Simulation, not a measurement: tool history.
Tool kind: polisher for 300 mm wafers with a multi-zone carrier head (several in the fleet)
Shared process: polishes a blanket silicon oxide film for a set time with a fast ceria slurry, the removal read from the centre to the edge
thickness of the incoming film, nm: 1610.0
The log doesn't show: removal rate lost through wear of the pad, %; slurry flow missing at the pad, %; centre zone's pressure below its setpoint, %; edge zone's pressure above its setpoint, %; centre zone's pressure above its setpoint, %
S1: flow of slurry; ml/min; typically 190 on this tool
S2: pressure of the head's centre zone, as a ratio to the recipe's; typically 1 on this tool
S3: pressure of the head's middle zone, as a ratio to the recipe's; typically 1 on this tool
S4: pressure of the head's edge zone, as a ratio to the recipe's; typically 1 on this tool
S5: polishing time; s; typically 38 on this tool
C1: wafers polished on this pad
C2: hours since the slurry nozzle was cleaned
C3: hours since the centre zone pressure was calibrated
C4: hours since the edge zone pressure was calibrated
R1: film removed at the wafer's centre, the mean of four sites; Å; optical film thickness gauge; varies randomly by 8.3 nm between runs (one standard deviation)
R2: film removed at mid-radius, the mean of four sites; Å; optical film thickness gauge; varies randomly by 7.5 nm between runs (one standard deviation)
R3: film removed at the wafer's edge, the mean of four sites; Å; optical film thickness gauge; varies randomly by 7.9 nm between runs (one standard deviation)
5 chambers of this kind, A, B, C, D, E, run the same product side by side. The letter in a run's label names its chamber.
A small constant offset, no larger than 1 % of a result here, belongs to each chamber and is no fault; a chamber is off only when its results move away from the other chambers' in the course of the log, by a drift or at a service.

run	hour	S1	S2	S3	S4	S5	C1	C2	C3	C4	R1	R2	R3
1D	3.5	190	1	1	1	38	491	637.4	35.7	883.8	6149.1	6079	6126.3
2B	8.3	190	1	1	1	38	419	373.7	728.2	838.9	5995.4	6141.3	6102.3
3C	13.6	190	1	1	1	38	1256	71.7	403.3	580.6	6110.6	6085.4	6003.3
4E	16.8	190	1	1	1	38	885	105.4	79	209.1	5990.4	6033.1	6037
# hour 19.3: chamber C: worn pad replaced by a new one
5A	21.8	190	1	1	1	38	909	280.4	556.1	466.3	5989.6	6108.5	6094.3
# hour 24.3: chamber E: worn pad replaced by a new one
6E	28.6	220	1	1	1	25	69	117.2	90.8	220.9	4168.2	4107.9	4089
7D	34.1	220	1	1	1	25	981	668	66.3	914.4	4060.4	4107.2	4182
# hour 36.1: chamber B: centre zone pressure recalibrated
8B	38.2	220	1	1	1	25	898	403.6	2.1	868.8	4128.5	4096.2	3999.2
# hour 38.8: chamber B: worn pad replaced by a new one
# hour 40.2: chamber A: worn pad replaced by a new one
9A	43.5	220	1	1	1	25	54	302.1	577.8	488	3968.5	4137.5	4099.9
# hour 49.2: chamber D: worn pad replaced by a new one
10C	50.3	220	1	1	1	25	497	108.4	440	617.3	4030	4039.2	4117.1
11C	53.8	190	1	1	1	38	554	111.9	443.5	620.8	6190.5	5963.5	6004.1
# hour 54.6: chamber B: slurry nozzle cleaned
12D	57.7	190	1	1	1	38	136	691.6	89.9	938	6136.2	6063.4	6142.3
# hour 59.8: chamber D: slurry nozzle cleaned
13A	63.3	190	1	1	1	38	371	321.9	597.6	507.8	5983.8	6227.8	6169.6
14E	67	190	1	1	1	38	684	155.6	129.2	259.3	6111.1	6061.8	6143.3
15B	71.4	190	1	1	1	38	522	16.9	35.3	902	6001	6080.9	6041
# hour 72.2: chamber E: worn pad replaced by a new one
16E	75.8	190	1	1	1	38	57	164.4	138	268.1	5991.1	6019.6	6125.1
17A	79	215	1	1	0.93	38	622	337.6	613.3	523.5	6089.1	6244.4	5870.8
18B	83.5	215	1	1	0.93	38	716	29	47.4	914.1	6235.3	6232.9	5811.8
19C	89.5	215	1	1	0.93	38	1125	147.6	479.2	656.5	6144.6	6205.1	5883.7
20D	93	215	1	1	0.93	38	701	33.2	125.2	973.3	6224.5	6144.1	5919.4
21E	96.6	215	1	1	0.93	38	390	185.2	158.8	288.9	6289.9	6174.9	5797.7
# hour 97.2: chamber C: worn pad replaced by a new one
# hour 100: chamber B: worn pad replaced by a new one
22C	102.8	190	1	1	1	38	91	160.9	492.5	669.8	6166.7	5910.2	6037.8
# hour 103.6: chamber C: centre zone pressure recalibrated
23A	105.9	190	1	1	1	38	1053	364.5	640.2	550.4	6041.1	6291.6	6159.7
# hour 110: chamber D: edge zone pressure recalibrated
24B	110.1	190	1	1	1	38	162	55.6	74	940.7	6024.4	5973.1	6045.8
25D	116	190	1	1	1	38	1069	56.2	148.2	6.1	5952.4	6203.4	6072.5
26D	119.2	190	0.95	1	1	38	1121	59.4	151.4	9.3	5882.6	6074.1	6094.4
# hour 122.3: chamber E: slurry nozzle cleaned
# hour 123.5: chamber A: worn pad replaced by a new one
27A	124.8	190	0.95	1	1	38	22	383.4	659.1	569.3	5695.1	6151.6	6001.1
# hour 127.7: chamber E: worn pad replaced by a new one
# hour 128.7: chamber D: worn pad replaced by a new one
28E	130.9	190	0.95	1	1	38	52	8.6	193.1	323.2	5827.1	6085	6042.3
29B	134	190	0.95	1	1	38	544	79.5	97.9	964.6	5701.6	6193.9	6125.5
30C	138.9	190	0.95	1	1	38	669	197	35.3	705.9	6411.2	6006.5	6016.5
31D	145.7	190	1	1.06	1	38	273	85.9	177.9	35.8	6181.7	6460.2	6150.1
32C	151.1	190	1	1.06	1	38	864	209.2	47.5	718.1	6862.4	6337.3	5932.8
33A	156.5	190	1	1.06	1	38	529	415.1	690.8	601	6069.6	6457.3	6152.6
34B	160.5	190	1	1.06	1	38	969	106	124.4	991.1	6143.7	6381.1	6012.4
35E	166.1	190	1	1.06	1	38	616	43.8	228.3	358.4	6174.7	6426	6061.6

Each of the 5 chambers runs these same settings next. Fill in every chamber's results:
36A	171	190	1	1	1	38					?	?	?
36B	171	190	1	1	1	38					?	?	?
36C	171	190	1	1	1	38					?	?	?
36D	171	190	1	1	1	38					?	?	?
36E	171	190	1	1	1	38					?	?	?

run	R1	R2	R3
36A	6108.3	6163.5	6093.4
36B	5991.5	6167.5	6073.2
36C	6901	5828	6084
36D	6049.8	6009.1	6156.5
36E	6107.2	5997.6	5958.1
